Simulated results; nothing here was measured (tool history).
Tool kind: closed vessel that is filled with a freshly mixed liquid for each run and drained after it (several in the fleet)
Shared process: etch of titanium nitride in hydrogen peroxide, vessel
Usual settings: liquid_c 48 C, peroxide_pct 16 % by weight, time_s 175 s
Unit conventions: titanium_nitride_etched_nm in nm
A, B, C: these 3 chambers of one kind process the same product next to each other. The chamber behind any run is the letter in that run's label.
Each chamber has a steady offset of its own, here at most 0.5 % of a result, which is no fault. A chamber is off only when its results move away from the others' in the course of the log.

| run | hour | liquid_c | peroxide_pct | time_s | read-back film thickness of the titanium nitride reference wafer, read on the same gauge (nm) | titanium_nitride_etched_nm |
|---|---|---|---|---|---|---|
| 1A | 9.9 | 48 | 16 | 175 | 110 | 7.9456 |
| 2C | 14.6 | 48 | 16 | 175 | 109.98 | 7.8817 |
|  | 18.2 | chamber A: new drum of peroxide connected |
| 3B | 21.7 | 48 | 16 | 175 | 110 | 7.8476 |
| 4A | 30.2 | 48 | 16 | 175 | 110.01 | 7.9992 |
| 5C | 34.7 | 48 | 16 | 215 | 110.01 | 9.7404 |
| 6B | 40.2 | 48 | 16 | 215 | 110.01 | 9.7651 |
| 7B | 46.2 | 48 | 16 | 215 | 109.99 | 9.6984 |
| 8C | 54.3 | 48 | 16 | 175 | 110.02 | 7.8785 |
| 9A | 61.1 | 48 | 16 | 175 | 109.99 | 7.9249 |
| 10C | 68.5 | 48 | 16 | 175 | 110 | 7.9231 |
| 11A | 77.4 | 52.5 | 16 | 135 | 110 | 8.5777 |
| 12B | 87.2 | 52.5 | 16 | 135 | 110 | 8.412 |
| 13A | 96.7 | 52.5 | 16 | 135 | 109.99 | 8.4891 |
| 14B | 104.9 | 48 | 16 | 175 | 110.01 | 7.952 |
| 15C | 114.3 | 48 | 16 | 175 | 110 | 7.9061 |
| 16B | 122.5 | 48 | 16 | 175 | 110 | 7.8864 |
| 17C | 130.6 | 48 | 16 | 175 | 110.01 | 7.9291 |
| 18A | 138.3 | 48 | 16 | 175 | 110 | 7.9184 |
| 19C | 145.3 | 48 | 16 | 175 | 110 | 7.9668 |
| 20B | 149.7 | 48 | 16 | 175 | 110.03 | 7.9659 |
| 21A | 159.2 | 48 | 16 | 175 | 110 | 7.986 |
| 22C | 168.7 | 48 | 16 | 175 | 110 | 7.8723 |
| 23B | 173.5 | 48 | 16 | 175 | 110 | 7.9222 |
| 24A | 179.5 | 48 | 16 | 175 | 109.99 | 7.9376 |
| 25B | 187.8 | 48 | 16 | 175 | 109.98 | 7.9239 |
| 26A | 192.6 | 48 | 16 | 175 | 110.02 | 7.9679 |
| 27C | 201.3 | 48 | 16 | 175 | 109.98 | 7.9009 |
|  | 202.3 | chamber C: peroxide flow meter replaced |
| 28B | 209 | 48 | 16 | 175 | 109.97 | 7.836 |
| 29C | 213.8 | 39 | 16 | 265 | 109.98 | 5.9896 |

For the next run the whole fleet of 3 chambers uses the same settings. Give each chamber's results:
| 30A | 221 | 48 | 20 | 175 |  | ? |
| 30B | 221 | 48 | 20 | 175 |  | ? |
| 30C | 221 | 48 | 20 | 175 |  | ? |

| run | titanium_nitride_etched_nm |
|---|---|
| 30A | 8.3298 |
| 30B | 8.2551 |
| 30C | 8.2963 |

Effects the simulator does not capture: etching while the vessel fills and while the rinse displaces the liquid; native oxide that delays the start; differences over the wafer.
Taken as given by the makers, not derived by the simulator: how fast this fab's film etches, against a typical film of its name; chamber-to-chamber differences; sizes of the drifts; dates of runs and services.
